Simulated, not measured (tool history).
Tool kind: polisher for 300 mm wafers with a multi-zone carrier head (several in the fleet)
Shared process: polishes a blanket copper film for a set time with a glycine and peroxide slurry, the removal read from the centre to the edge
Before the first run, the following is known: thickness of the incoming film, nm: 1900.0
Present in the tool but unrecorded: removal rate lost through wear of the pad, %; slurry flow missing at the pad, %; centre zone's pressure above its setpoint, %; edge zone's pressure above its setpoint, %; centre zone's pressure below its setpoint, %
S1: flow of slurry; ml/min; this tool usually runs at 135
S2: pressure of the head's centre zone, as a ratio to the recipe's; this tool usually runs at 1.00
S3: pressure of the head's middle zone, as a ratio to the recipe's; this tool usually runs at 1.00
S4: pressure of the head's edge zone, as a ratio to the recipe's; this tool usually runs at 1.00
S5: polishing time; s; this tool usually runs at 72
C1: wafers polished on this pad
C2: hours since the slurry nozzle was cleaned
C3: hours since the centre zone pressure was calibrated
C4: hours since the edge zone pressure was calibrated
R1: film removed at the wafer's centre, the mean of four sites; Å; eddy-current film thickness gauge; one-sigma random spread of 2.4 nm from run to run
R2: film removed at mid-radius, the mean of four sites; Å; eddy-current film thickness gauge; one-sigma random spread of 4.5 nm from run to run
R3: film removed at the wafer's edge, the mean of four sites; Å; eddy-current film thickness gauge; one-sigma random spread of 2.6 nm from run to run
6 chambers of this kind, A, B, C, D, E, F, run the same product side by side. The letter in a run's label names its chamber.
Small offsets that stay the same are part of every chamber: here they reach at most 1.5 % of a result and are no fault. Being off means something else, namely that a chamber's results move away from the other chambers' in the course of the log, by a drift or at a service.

| run | hour | S1 | S2 | S3 | S4 | S5 | C1 | C2 | C3 | C4 | R1 | R2 | R3 |
|---|---|---|---|---|---|---|---|---|---|---|---|---|---|
|  | 0.1 | chamber E: slurry nozzle cleaned |
| 1A | 6.6 | 135 | 1.00 | 1.00 | 1.00 | 72 | 629 | 378.0 | 775.4 | 376.8 | 3378.3 | 3296.4 | 3410.7 |
|  | 8.0 | chamber C: worn pad replaced by a new one |
| 2C | 14.9 | 135 | 1.00 | 1.00 | 1.00 | 72 | 42 | 440.7 | 525.4 | 52.4 | 3347.7 | 3293.8 | 3333.3 |
| 3D | 22.3 | 135 | 1.00 | 1.00 | 1.00 | 72 | 221 | 198.2 | 258.7 | 515.4 | 3452.7 | 3381.6 | 3382.7 |
|  | 25.5 | chamber F: worn pad replaced by a new one |
| 4F | 28.4 | 135 | 1.00 | 1.00 | 1.00 | 72 | 17 | 239.4 | 119.8 | 470.4 | 3327.4 | 3333.3 | 3375.9 |
|  | 34.7 | chamber A: worn pad replaced by a new one |
| 5B | 36.6 | 135 | 1.00 | 1.00 | 1.00 | 72 | 1353 | 483.1 | 115.3 | 626.8 | 3346.9 | 3363.9 | 3349.9 |
| 6E | 43.8 | 135 | 1.00 | 1.00 | 1.00 | 72 | 267 | 43.7 | 819.0 | 445.2 | 3385.9 | 3409.0 | 3369.6 |
| 7E | 55.1 | 135 | 1.00 | 1.04 | 1.00 | 72 | 336 | 55.0 | 830.3 | 456.5 | 3386.1 | 3515.4 | 3364.2 |
| 8F | 61.4 | 135 | 1.00 | 1.04 | 1.00 | 72 | 219 | 272.4 | 152.8 | 503.4 | 3344.6 | 3497.8 | 3332.3 |
| 9A | 69.3 | 135 | 1.00 | 1.04 | 1.00 | 72 | 211 | 440.7 | 838.1 | 439.5 | 3340.3 | 3556.4 | 3383.0 |
| 10B | 81.2 | 135 | 1.00 | 1.04 | 1.00 | 72 | 1625 | 527.7 | 159.9 | 671.4 | 3360.2 | 3484.0 | 3371.3 |
|  | 81.7 | chamber B: worn pad replaced by a new one |
| 11D | 90.4 | 135 | 1.00 | 1.04 | 1.00 | 72 | 637 | 266.3 | 326.8 | 583.5 | 3384.3 | 3594.3 | 3366.3 |
| 12C | 97.4 | 135 | 1.00 | 1.04 | 1.00 | 72 | 546 | 523.2 | 607.9 | 134.9 | 3350.9 | 3514.3 | 3362.5 |
| 13A | 103.5 | 135 | 1.00 | 1.00 | 1.00 | 72 | 420 | 474.9 | 872.3 | 473.7 | 3354.7 | 3420.9 | 3343.1 |
|  | 106.9 | chamber F: slurry nozzle cleaned |
| 14E | 110.8 | 135 | 1.00 | 1.00 | 1.00 | 72 | 677 | 110.7 | 886.0 | 512.2 | 3370.4 | 3324.1 | 3353.1 |
| 15B | 117.2 | 165 | 0.88 | 1.00 | 1.00 | 72 | 217 | 563.7 | 195.9 | 707.4 | 3036.9 | 3508.0 | 3409.5 |
| 16C | 125.2 | 165 | 0.88 | 1.00 | 1.00 | 72 | 715 | 551.0 | 635.7 | 162.7 | 3067.4 | 3516.9 | 3426.3 |
|  | 131.0 | chamber E: worn pad replaced by a new one |
| 17D | 133.3 | 165 | 0.88 | 1.00 | 1.00 | 72 | 899 | 309.2 | 369.7 | 626.4 | 3102.8 | 3554.1 | 3449.0 |
| 18F | 143.9 | 165 | 0.88 | 1.00 | 1.00 | 72 | 723 | 37.0 | 235.3 | 585.9 | 3066.5 | 3492.7 | 3476.0 |
| 19E | 151.5 | 165 | 0.88 | 1.00 | 1.00 | 72 | 125 | 151.4 | 926.7 | 552.9 | 3087.6 | 3512.3 | 3425.3 |
| 20A | 158.3 | 165 | 0.88 | 1.00 | 1.00 | 72 | 755 | 529.7 | 927.1 | 528.5 | 3038.0 | 3423.9 | 3395.3 |
|  | 160.5 | chamber B: slurry nozzle cleaned |
| 21F | 168.2 | 135 | 1.00 | 1.00 | 1.00 | 72 | 871 | 61.3 | 259.6 | 610.2 | 3350.0 | 3323.7 | 3393.0 |
|  | 172.5 | chamber F: worn pad replaced by a new one |
|  | 173.8 | chamber A: worn pad replaced by a new one |
| 22D | 180.2 | 135 | 1.00 | 0.94 | 1.00 | 72 | 1185 | 356.1 | 416.6 | 673.3 | 3419.0 | 3224.7 | 3395.7 |
|  | 186.3 | chamber C: worn pad replaced by a new one |
| 23B | 190.7 | 135 | 1.00 | 0.94 | 1.00 | 72 | 666 | 30.3 | 269.4 | 780.9 | 3363.4 | 3173.2 | 3338.2 |
| 24C | 202.0 | 135 | 1.00 | 0.94 | 1.00 | 72 | 96 | 627.8 | 712.5 | 239.5 | 3364.9 | 3161.4 | 3379.1 |
|  | 204.6 | chamber A: centre zone pressure recalibrated |
|  | 205.9 | chamber D: worn pad replaced by a new one |
| 25E | 211.2 | 135 | 1.00 | 0.94 | 1.00 | 72 | 489 | 211.1 | 986.4 | 612.6 | 3360.9 | 3232.3 | 3360.8 |
| 26D | 223.2 | 135 | 1.00 | 0.94 | 1.00 | 72 | 105 | 399.1 | 459.6 | 716.3 | 3427.3 | 3199.4 | 3392.3 |
| 27F | 231.1 | 135 | 1.00 | 0.94 | 1.00 | 72 | 358 | 124.2 | 322.5 | 673.1 | 3351.6 | 3086.2 | 3359.1 |
| 28A | 242.4 | 135 | 1.00 | 1.00 | 1.00 | 72 | 419 | 613.8 | 37.9 | 612.6 | 3223.8 | 3160.1 | 3247.1 |
| 29C | 252.3 | 135 | 1.00 | 1.00 | 1.00 | 72 | 403 | 678.1 | 762.8 | 289.8 | 3385.0 | 3356.1 | 3357.7 |
| 30B | 259.8 | 135 | 0.92 | 0.90 | 1.00 | 72 | 1087 | 99.4 | 338.5 | 850.0 | 3039.6 | 3070.0 | 3311.0 |
|  | 260.4 | chamber E: worn pad replaced by a new one |
|  | 269.9 | chamber C: centre zone pressure recalibrated |
|  | 270.5 | chamber B: edge zone pressure recalibrated |
| 31A | 270.8 | 135 | 0.92 | 0.90 | 1.00 | 72 | 592 | 642.2 | 66.3 | 641.0 | 2924.2 | 2901.8 | 3324.6 |
|  | 279.6 | chamber E: slurry nozzle cleaned |
| 32E | 280.2 | 135 | 0.92 | 0.90 | 1.00 | 72 | 121 | 0.7 | 1055.4 | 681.6 | 3081.4 | 3077.5 | 3369.2 |
| 33F | 286.5 | 135 | 0.92 | 0.90 | 1.00 | 72 | 696 | 179.6 | 377.9 | 728.5 | 3053.1 | 3054.1 | 3380.9 |
|  | 292.2 | chamber A: edge zone pressure recalibrated |
| 34D | 294.5 | 135 | 0.92 | 0.90 | 1.00 | 72 | 541 | 470.4 | 530.9 | 787.6 | 3100.6 | 3122.3 | 3428.3 |
| 35B | 302.8 | 135 | 0.92 | 0.90 | 1.00 | 72 | 1350 | 142.4 | 381.5 | 32.4 | 3068.1 | 3100.1 | 3338.4 |
|  | 307.0 | chamber A: worn pad replaced by a new one |
| 36C | 311.3 | 135 | 1.00 | 1.00 | 1.00 | 72 | 763 | 737.1 | 41.4 | 348.8 | 3358.1 | 3345.9 | 3336.0 |
|  | 313.5 | chamber F: worn pad replaced by a new one |
| 37B | 317.1 | 135 | 1.00 | 1.00 | 1.11 | 72 | 1437 | 156.7 | 395.8 | 46.7 | 3335.7 | 3321.5 | 3561.2 |
| 38E | 329.2 | 135 | 1.00 | 1.00 | 1.11 | 72 | 420 | 49.7 | 1104.4 | 730.6 | 3370.1 | 3383.5 | 3574.7 |
| 39A | 335.1 | 135 | 1.00 | 1.00 | 1.11 | 72 | 172 | 706.5 | 130.6 | 42.9 | 3147.3 | 3151.6 | 3424.6 |
|  | 342.3 | chamber C: slurry nozzle cleaned |
| 40D | 345.4 | 135 | 1.00 | 1.00 | 1.11 | 72 | 851 | 521.3 | 581.8 | 838.5 | 3403.4 | 3479.2 | 3569.9 |
|  | 351.7 | chamber C: worn pad replaced by a new one |
| 41F | 351.7 | 135 | 1.00 | 1.00 | 1.11 | 72 | 233 | 244.8 | 443.1 | 793.7 | 3333.1 | 3330.9 | 3555.6 |
| 42C | 357.5 | 135 | 1.00 | 1.00 | 1.11 | 72 | 35 | 15.3 | 87.6 | 395.0 | 3407.7 | 3391.9 | 3515.9 |

Each of the 6 chambers runs these same settings next. Fill in every chamber's results:
| 43A | 366.3 | 135 | 1.00 | 1.00 | 1.00 | 72 |  |  |  |  | ? | ? | ? |
| 43B | 366.3 | 135 | 1.00 | 1.00 | 1.00 | 72 |  |  |  |  | ? | ? | ? |
| 43C | 366.3 | 135 | 1.00 | 1.00 | 1.00 | 72 |  |  |  |  | ? | ? | ? |
| 43D | 366.3 | 135 | 1.00 | 1.00 | 1.00 | 72 |  |  |  |  | ? | ? | ? |
| 43E | 366.3 | 135 | 1.00 | 1.00 | 1.00 | 72 |  |  |  |  | ? | ? | ? |
| 43F | 366.3 | 135 | 1.00 | 1.00 | 1.00 | 72 |  |  |  |  | ? | ? | ? |

| run | R1 | R2 | R3 |
|---|---|---|---|
| 43A | 3060.4 | 3098.1 | 3199.9 |
| 43B | 3302.6 | 3337.1 | 3297.6 |
| 43C | 3416.1 | 3275.1 | 3383.4 |
| 43D | 3428.3 | 3322.8 | 3364.7 |
| 43E | 3417.4 | 3427.3 | 3333.1 |
| 43F | 3354.7 | 3403.0 | 3401.9 |

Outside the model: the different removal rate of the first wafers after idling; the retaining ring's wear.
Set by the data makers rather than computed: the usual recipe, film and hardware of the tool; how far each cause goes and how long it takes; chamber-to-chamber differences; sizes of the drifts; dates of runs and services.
